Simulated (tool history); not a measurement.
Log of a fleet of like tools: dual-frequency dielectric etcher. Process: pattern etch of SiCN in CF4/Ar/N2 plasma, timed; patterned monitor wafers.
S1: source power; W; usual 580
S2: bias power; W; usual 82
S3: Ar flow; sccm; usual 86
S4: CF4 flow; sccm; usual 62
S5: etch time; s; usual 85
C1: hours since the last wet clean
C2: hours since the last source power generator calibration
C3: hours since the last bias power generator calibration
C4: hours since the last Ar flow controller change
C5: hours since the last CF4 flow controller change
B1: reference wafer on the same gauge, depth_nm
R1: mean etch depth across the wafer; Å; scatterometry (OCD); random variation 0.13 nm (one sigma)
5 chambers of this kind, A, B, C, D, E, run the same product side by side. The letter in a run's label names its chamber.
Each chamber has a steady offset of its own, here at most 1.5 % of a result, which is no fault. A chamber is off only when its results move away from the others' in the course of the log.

run   hour   S1  S2  S3  S4  S5     C1      C2      C3      C4      C5      B1      R1
       2.4  -- chamber D: source power generator calibrated
 1D    4.6  580  82  86  62  85   10.5     2.3   433.3   102.8  3956.9  93.532  955.97
 2A    9.2  580  82  86  62  85  203.9   670.6  1568.2  1878.1   915.2  93.543  965.84
 3E   17.7  580  82  86  62  85  474.7  1862.3  2121.2  2227.9  3443.1  93.550  961.21
 4B   23.7  580  82  86  62  85  478.8  1215.3  1200.8  1407.6  1433.6  93.522  964.46
      29.4  -- chamber B: wet clean of the chamber
 5C   31.9  580  82  86  62  85  237.5  1227.9   401.1   324.8   202.6  93.579  973.29
 6E   41.5  580  82  86  62  85  498.5  1886.1  2145.0  2251.7  3466.9  93.567  959.50
 7D   49.8  580  82  86  62  85   55.7    47.5   478.5   148.0  4002.1  93.590  954.87
 8C   58.9  580  82  86  62  85  264.5  1254.9   428.1   351.8   229.6  93.608  971.91
 9A   67.6  580  82  86  62  85  262.3   729.0  1626.6  1936.5   973.6  93.612  966.79
10B   72.7  580  82  86  62  85   43.3  1264.3  1249.8  1456.6  1482.6  93.612  962.35
11D   81.9  580  82  86  62  85   87.8    79.6   510.6   180.1  4034.2  93.656  954.84
12A   89.8  580  82  86  62  85  284.5   751.2  1648.8  1958.7   995.8  93.710  967.38
13C   94.6  580  82  86  62  85  300.2  1290.6   463.8   387.5   265.3  93.660  972.68
      97.4  -- chamber E: wet clean of the chamber
14E  103.9  580  82  86  62  85    6.6  1948.5  2207.4  2314.1  3529.3  93.688  963.96
15B  108.3  580  82  86  62  85   78.9  1299.9  1285.4  1492.2  1518.2  93.724  963.27
16E  116.4  580  82  86  62  85   19.1  1961.0  2219.9  2326.6  3541.8  93.748  966.02
17A  123.5  580  82  86  62  85  318.2   784.9  1682.5  1992.4  1029.5  93.748  968.09
18B  129.9  580  82  86  62  85  100.5  1321.5  1307.0  1513.8  1539.8  93.790  964.89
19C  139.8  580  82  86  62  85  345.4  1335.8   509.0   432.7   310.5  93.800  974.00
20D  145.3  580  82  86  62  85  151.2   143.0   574.0   243.5  4097.6  93.798  958.82
     149.8  -- chamber C: wet clean of the chamber
21D  151.1  580  82  86  62  85  157.0   148.8   579.8   249.3  4103.4  93.807  956.15
22B  155.6  580  82  86  62  85  126.2  1347.2  1332.7  1539.5  1565.5  93.784  963.37
23C  164.7  580  82  86  62  85   14.9  1360.7   533.9   457.6   335.4  93.829  974.86
24A  170.5  580  82  86  62  85  365.2   831.9  1729.5  2039.4  1076.5  93.796  969.80
25E  176.9  580  82  86  62  85   79.6  2021.5  2280.4  2387.1  3602.3  93.844  966.55
26E  181.5  580  82  86  62  85   84.2  2026.1  2285.0  2391.7  3606.9  93.838  964.62
27B  187.9  520  67  86  62  85  158.5  1379.5  1365.0  1571.8  1597.8  93.880  818.14
28D  195.6  520  67  86  62  85  201.5   193.3   624.3   293.8  4147.9  93.906  812.69
29A  201.6  520  67  86  62  85  396.3   863.0  1760.6  2070.5  1107.6  93.902  823.70
30C  211.3  520  67  86  62  85   61.5  1407.3   580.5   504.2   382.0  93.921  828.64
31C  217.6  520  67  86  62  85   67.8  1413.6   586.8   510.5   388.3  93.951  828.07
32E  222.6  580  82  86  62  85  125.3  2067.2  2326.1  2432.8  3648.0  93.912  965.66
33D  229.8  580  82  86  62  85  235.7   227.5   658.5   328.0  4182.1  93.913  956.75
34A  236.7  580  82  86  62  85  431.4   898.1  1795.7  2105.6  1142.7  93.953  971.39
35B  242.5  580  82  86  62  85  213.1  1434.1  1419.6  1626.4  1652.4  93.952  966.71
36E  248.3  580  82  86  62  85  151.0  2092.9  2351.8  2458.5  3673.7  93.941  964.92
37C  257.0  580  74  70  62  85  107.2  1453.0   626.2   549.9   427.7  93.998  973.96

Is one chamber off against the others, does the gauge drift, or is nothing wrong? If a chamber is off, say which, and what the likeliest cause is.

The gauge drifts, so all chambers seem to drift together. No chamber is off.
Cause: gauge reads high (%) = 0.547.
